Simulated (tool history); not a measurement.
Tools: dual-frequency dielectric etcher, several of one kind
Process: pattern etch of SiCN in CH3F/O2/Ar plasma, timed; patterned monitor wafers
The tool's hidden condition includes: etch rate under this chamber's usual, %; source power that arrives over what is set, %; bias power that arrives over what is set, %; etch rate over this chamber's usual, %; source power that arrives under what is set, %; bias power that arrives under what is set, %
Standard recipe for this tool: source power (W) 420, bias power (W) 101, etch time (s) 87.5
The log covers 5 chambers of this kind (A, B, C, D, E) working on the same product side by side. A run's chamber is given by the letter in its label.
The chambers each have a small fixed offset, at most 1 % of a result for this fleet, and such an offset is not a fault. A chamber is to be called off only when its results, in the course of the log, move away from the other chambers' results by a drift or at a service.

run	day	source power (W)	bias power (W)	etch time (s)	hours since the last wet clean	hours since the last source power generator calibration	hours since the last bias power generator calibration	read-back reference wafer on the same gauge, depth_nm	mean etch depth across the wafer (Å)
1C	0.183	420	101	87.5	323.7	435.2	62	36.904	376.59
2B	0.379	420	101	87.5	89.6	1930.6	118.9	36.912	377.28
3A	0.579	420	101	87.5	322.7	1796.5	964.3	36.919	379.34
4E	0.788	420	101	87.5	76.6	1354.9	1583.9	36.92	378.04
5D	0.95	470	101	108	375.5	111.2	364.6	36.911	485.08
6A	1.208	470	101	108	337.8	1811.6	979.4	36.935	487.03
7E	1.525	470	101	108	94.3	1372.6	1601.6	36.924	487.38
8B	1.75	470	101	108	122.5	1963.5	151.8	36.932	485.83
9D	2.05	470	101	108	401.9	137.6	391	36.952	485.36
10C	2.3	340	86	87.5	374.5	486	112.8	36.965	327.18
# day 2.558: chamber C: wet clean of the chamber
11D	2.642	340	86	87.5	416.1	151.8	405.2	36.955	328.98
# day 2.783: chamber A: wet clean of the chamber
12B	2.812	340	86	87.5	148	1989	177.3	36.963	328.21
13C	3.042	340	86	87.5	11.7	503.8	130.6	36.963	327.91
14A	3.233	340	86	87.5	10.8	1860.2	1028	36.973	331.57
15E	3.492	420	101	87.5	141.5	1419.8	1648.8	36.984	378.94
16B	3.804	420	101	87.5	171.8	2012.8	201.1	36.986	377.21
17D	3.979	420	101	87.5	448.2	183.9	437.3	36.985	377.53
18A	4.188	420	101	87.5	33.7	1883.1	1050.9	36.997	380.78
19E	4.358	420	113	87.5	162.3	1440.6	1669.6	37.003	396.04
20C	4.608	420	113	87.5	49.3	541.4	168.2	37.011	392.56
21E	4.904	420	113	87.5	175.4	1453.7	1682.7	37.014	396.3
22A	5.133	420	113	87.5	56.4	1905.8	1073.6	37.022	395.94
23B	5.371	420	113	87.5	209.4	2050.4	238.7	37.024	395.28
24D	5.617	420	101	87.5	487.5	223.2	476.6	37.014	378.54
25C	5.812	420	101	99.5	78.2	570.3	197.1	37.032	429.21
26B	6.021	420	101	99.5	225	2066	254.3	37.026	430.44
27C	6.338	420	101	99.5	90.8	582.9	209.7	37.044	429.19
28D	6.621	420	101	99.5	511.6	247.3	500.7	37.05	430.69
29E	6.825	420	101	99.5	221.5	1499.8	1728.8	37.049	431.26
30A	7.129	420	101	87.5	104.3	1953.7	1121.5	37.067	380.59
31D	7.408	420	101	87.5	530.5	266.2	519.6	37.062	378.86
32A	7.725	370	101	87.5	118.6	1968	1135.8	37.067	363.61
33C	7.917	370	101	87.5	128.7	620.8	247.6	37.085	359.63
# day 8.025: chamber B: source power generator calibrated
34B	8.15	370	101	87.5	276.1	3.1	305.4	37.075	362.29
35E	8.408	370	101	87.5	259.5	1537.8	1766.8	37.099	362.15
36D	8.725	370	101	87.5	562.1	297.8	551.2	37.108	360.86
37A	8.933	420	101	87.5	147.6	1997	1164.8	37.116	381.17
38B	9.204	480	101	74	301.4	28.4	330.7	37.128	337.49

Predict what each chamber gives when all 5 of them run the settings below next.
39A	9.45	420	101	87.5					?
39B	9.45	420	101	87.5					?
39C	9.45	420	101	87.5					?
39D	9.45	420	101	87.5					?
39E	9.45	420	101	87.5					?

run	mean etch depth across the wafer (Å)
39A	380.52
39B	379.7
39C	377.75
39D	379.5
39E	378.95
